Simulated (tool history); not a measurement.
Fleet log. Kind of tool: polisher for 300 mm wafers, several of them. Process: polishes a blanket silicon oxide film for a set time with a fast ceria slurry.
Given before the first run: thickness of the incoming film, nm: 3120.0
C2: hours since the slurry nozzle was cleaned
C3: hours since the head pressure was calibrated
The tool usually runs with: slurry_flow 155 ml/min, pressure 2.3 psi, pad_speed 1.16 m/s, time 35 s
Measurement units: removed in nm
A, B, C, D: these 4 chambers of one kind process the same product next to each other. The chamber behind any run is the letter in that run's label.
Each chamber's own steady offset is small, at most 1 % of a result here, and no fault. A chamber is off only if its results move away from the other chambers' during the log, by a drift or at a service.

{"day": 0.25, "done": "chamber B: worn pad replaced by a new one"}
{"run": "1A", "day": 0.471, "slurry_flow": 155, "pressure": 2.3, "pad_speed": 1.16, "time": 35, "wafers polished on this pad": 201, "C2": 214.8, "C3": 988.4, "removed": 582.43}
{"run": "2D", "day": 0.692, "slurry_flow": 155, "pressure": 2.3, "pad_speed": 1.16, "time": 35, "wafers polished on this pad": 487, "C2": 304.7, "C3": 201.3, "removed": 577.42}
{"day": 0.7, "done": "chamber C: worn pad replaced by a new one"}
{"run": "3C", "day": 1.05, "slurry_flow": 155, "pressure": 2.3, "pad_speed": 1.16, "time": 35, "wafers polished on this pad": 101, "C2": 811.6, "C3": 36.5, "removed": 576.5}
{"day": 1.296, "done": "chamber B: slurry nozzle cleaned"}
{"run": "4B", "day": 1.404, "slurry_flow": 155, "pressure": 2.3, "pad_speed": 1.16, "time": 35, "wafers polished on this pad": 333, "C2": 2.6, "C3": 616.2, "removed": 581.14}
{"run": "5C", "day": 1.833, "slurry_flow": 155, "pressure": 2.3, "pad_speed": 1.16, "time": 35, "wafers polished on this pad": 327, "C2": 830.4, "C3": 55.3, "removed": 574.5}
{"run": "6D", "day": 2.167, "slurry_flow": 155, "pressure": 2.3, "pad_speed": 1.4, "time": 35, "wafers polished on this pad": 913, "C2": 340.1, "C3": 236.7, "removed": 692.93}
{"day": 2.346, "done": "chamber D: worn pad replaced by a new one"}
{"day": 2.546, "done": "chamber B: worn pad replaced by a new one"}
{"run": "7B", "day": 2.675, "slurry_flow": 155, "pressure": 2.3, "pad_speed": 1.4, "time": 35, "wafers polished on this pad": 37, "C2": 33.1, "C3": 646.7, "removed": 699.88}
{"run": "8A", "day": 3.062, "slurry_flow": 155, "pressure": 2.3, "pad_speed": 1.4, "time": 35, "wafers polished on this pad": 948, "C2": 277, "C3": 1050.6, "removed": 700.21}
{"run": "9D", "day": 3.512, "slurry_flow": 155, "pressure": 2.3, "pad_speed": 1.4, "time": 35, "wafers polished on this pad": 336, "C2": 372.4, "C3": 269, "removed": 694.73}
{"day": 3.621, "done": "chamber C: worn pad replaced by a new one"}
{"day": 3.738, "done": "chamber A: head pressure recalibrated"}
{"day": 3.867, "done": "chamber A: worn pad replaced by a new one"}
{"run": "10A", "day": 3.896, "slurry_flow": 155, "pressure": 2.3, "pad_speed": 1.16, "time": 35, "wafers polished on this pad": 9, "C2": 297, "C3": 3.9, "removed": 641.58}
{"run": "11C", "day": 4.254, "slurry_flow": 155, "pressure": 2.3, "pad_speed": 1.16, "time": 35, "wafers polished on this pad": 183, "C2": 888.5, "C3": 113.4, "removed": 589.44}
{"day": 4.688, "done": "chamber C: slurry nozzle cleaned"}
{"run": "12B", "day": 4.762, "slurry_flow": 155, "pressure": 2.3, "pad_speed": 1.16, "time": 35, "wafers polished on this pad": 639, "C2": 83.2, "C3": 696.8, "removed": 580.05}
{"day": 5.004, "done": "chamber B: worn pad replaced by a new one"}
{"run": "13A", "day": 5.092, "slurry_flow": 155, "pressure": 2.3, "pad_speed": 1.16, "time": 35, "wafers polished on this pad": 354, "C2": 325.7, "C3": 32.6, "removed": 626.07}
{"run": "14D", "day": 5.383, "slurry_flow": 155, "pressure": 2.3, "pad_speed": 1.16, "time": 35, "wafers polished on this pad": 876, "C2": 417.3, "C3": 313.9, "removed": 580.39}
{"run": "15B", "day": 5.638, "slurry_flow": 155, "pressure": 2.3, "pad_speed": 1.16, "time": 35, "wafers polished on this pad": 183, "C2": 104.2, "C3": 717.8, "removed": 579.89}
{"run": "16C", "day": 5.971, "slurry_flow": 155, "pressure": 2.3, "pad_speed": 1.16, "time": 35, "wafers polished on this pad": 678, "C2": 30.8, "C3": 154.6, "removed": 593.36}
{"run": "17A", "day": 6.258, "slurry_flow": 155, "pressure": 2.3, "pad_speed": 1.16, "time": 35, "wafers polished on this pad": 690, "C2": 353.7, "C3": 60.6, "removed": 635.55}
{"day": 6.492, "done": "chamber D: worn pad replaced by a new one"}
{"run": "18B", "day": 6.525, "slurry_flow": 155, "pressure": 2.7, "pad_speed": 1.16, "time": 35, "wafers polished on this pad": 439, "C2": 125.5, "C3": 739.1, "removed": 676.1}
{"day": 6.775, "done": "chamber C: worn pad replaced by a new one"}
{"run": "19C", "day": 6.908, "slurry_flow": 155, "pressure": 2.7, "pad_speed": 1.16, "time": 35, "wafers polished on this pad": 38, "C2": 53.3, "C3": 177.1, "removed": 690.41}
{"run": "20D", "day": 7.246, "slurry_flow": 155, "pressure": 2.7, "pad_speed": 1.16, "time": 35, "wafers polished on this pad": 218, "C2": 462, "C3": 358.6, "removed": 677.94}
{"day": 7.354, "done": "chamber D: head pressure recalibrated"}
{"day": 7.5, "done": "chamber B: worn pad replaced by a new one"}
{"run": "21B", "day": 7.667, "slurry_flow": 155, "pressure": 2.7, "pad_speed": 1.16, "time": 35, "wafers polished on this pad": 48, "C2": 152.9, "C3": 766.5, "removed": 669.34}
{"day": 7.788, "done": "chamber A: worn pad replaced by a new one"}
{"day": 8.05, "done": "chamber A: slurry nozzle cleaned"}
{"run": "22C", "day": 8.1, "slurry_flow": 155, "pressure": 2.3, "pad_speed": 1.16, "time": 35, "wafers polished on this pad": 382, "C2": 81.9, "C3": 205.7, "removed": 577.85}
{"run": "23A", "day": 8.55, "slurry_flow": 155, "pressure": 2.3, "pad_speed": 1.16, "time": 35, "wafers polished on this pad": 220, "C2": 12, "C3": 115.6, "removed": 644.77}
{"run": "24D", "day": 8.971, "slurry_flow": 155, "pressure": 2.3, "pad_speed": 1.16, "time": 35, "wafers polished on this pad": 716, "C2": 503.4, "C3": 38.8, "removed": 570.4}
{"run": "25B", "day": 9.354, "slurry_flow": 155, "pressure": 2.3, "pad_speed": 1.16, "time": 35, "wafers polished on this pad": 535, "C2": 193.4, "C3": 807, "removed": 585.48}
{"run": "26D", "day": 9.692, "slurry_flow": 190, "pressure": 1.8, "pad_speed": 1.16, "time": 35, "wafers polished on this pad": 924, "C2": 520.7, "C3": 56.1, "removed": 463.92}
{"day": 9.942, "done": "chamber B: worn pad replaced by a new one"}
{"run": "27A", "day": 10.083, "slurry_flow": 190, "pressure": 1.8, "pad_speed": 1.16, "time": 35, "wafers polished on this pad": 663, "C2": 48.8, "C3": 152.4, "removed": 511.95}
{"day": 10.404, "done": "chamber C: worn pad replaced by a new one"}
{"run": "28C", "day": 10.579, "slurry_flow": 190, "pressure": 1.8, "pad_speed": 1.16, "time": 35, "wafers polished on this pad": 51, "C2": 141.4, "C3": 265.2, "removed": 474.09}
{"day": 10.767, "done": "chamber D: worn pad replaced by a new one"}
{"run": "29D", "day": 11.058, "slurry_flow": 190, "pressure": 1.8, "pad_speed": 1.16, "time": 35, "wafers polished on this pad": 84, "C2": 553.5, "C3": 88.9, "removed": 457.42}
{"run": "30C", "day": 11.475, "slurry_flow": 155, "pressure": 2.3, "pad_speed": 1.16, "time": 35, "wafers polished on this pad": 310, "C2": 162.9, "C3": 286.7, "removed": 583.29}
{"run": "31B", "day": 11.717, "slurry_flow": 210, "pressure": 2.3, "pad_speed": 1.16, "time": 35, "wafers polished on this pad": 512, "C2": 250.1, "C3": 863.7, "removed": 603.67}

One chamber off, gauge drift, or nothing amiss beyond the chambers' own small offsets? If it is a chamber, which one, and what is the likeliest cause?

A service on chamber A put it out of line with the rest.
Likeliest cause: head's pressure above its setpoint, % = 8.44.

Which of the 4 candidates below, each the usual settings with something changed and its results left as question marks, puts chamber A back in line with what the other chambers give on the usual settings?
To be in line, a result may differ from the other chambers' mean on the usual settings by at most: removed 17 nm
{"run": "32A-1", "day": 12.079, "slurry_flow": 155, "pressure": 2.3, "pad_speed": 1.26, "time": 35, "removed": "?"}
{"run": "32A-2", "day": 12.079, "slurry_flow": 155, "pressure": 2, "pad_speed": 1.16, "time": 35, "removed": "?"}
{"run": "32A-3", "day": 12.079, "slurry_flow": 155, "pressure": 2.3, "pad_speed": 1.34, "time": 35, "removed": "?"}
{"run": "32A-4", "day": 12.079, "slurry_flow": 155, "pressure": 2.1, "pad_speed": 1.16, "time": 35, "removed": "?"}

Other chambers, usual settings, mean: removed 578.51 nm
run=32A-1 removed=690.13
run=32A-2 removed=553.71
run=32A-3 removed=733.34
run=32A-4 removed=581.18
With 32A-4, the chamber falls back in line with the rest.
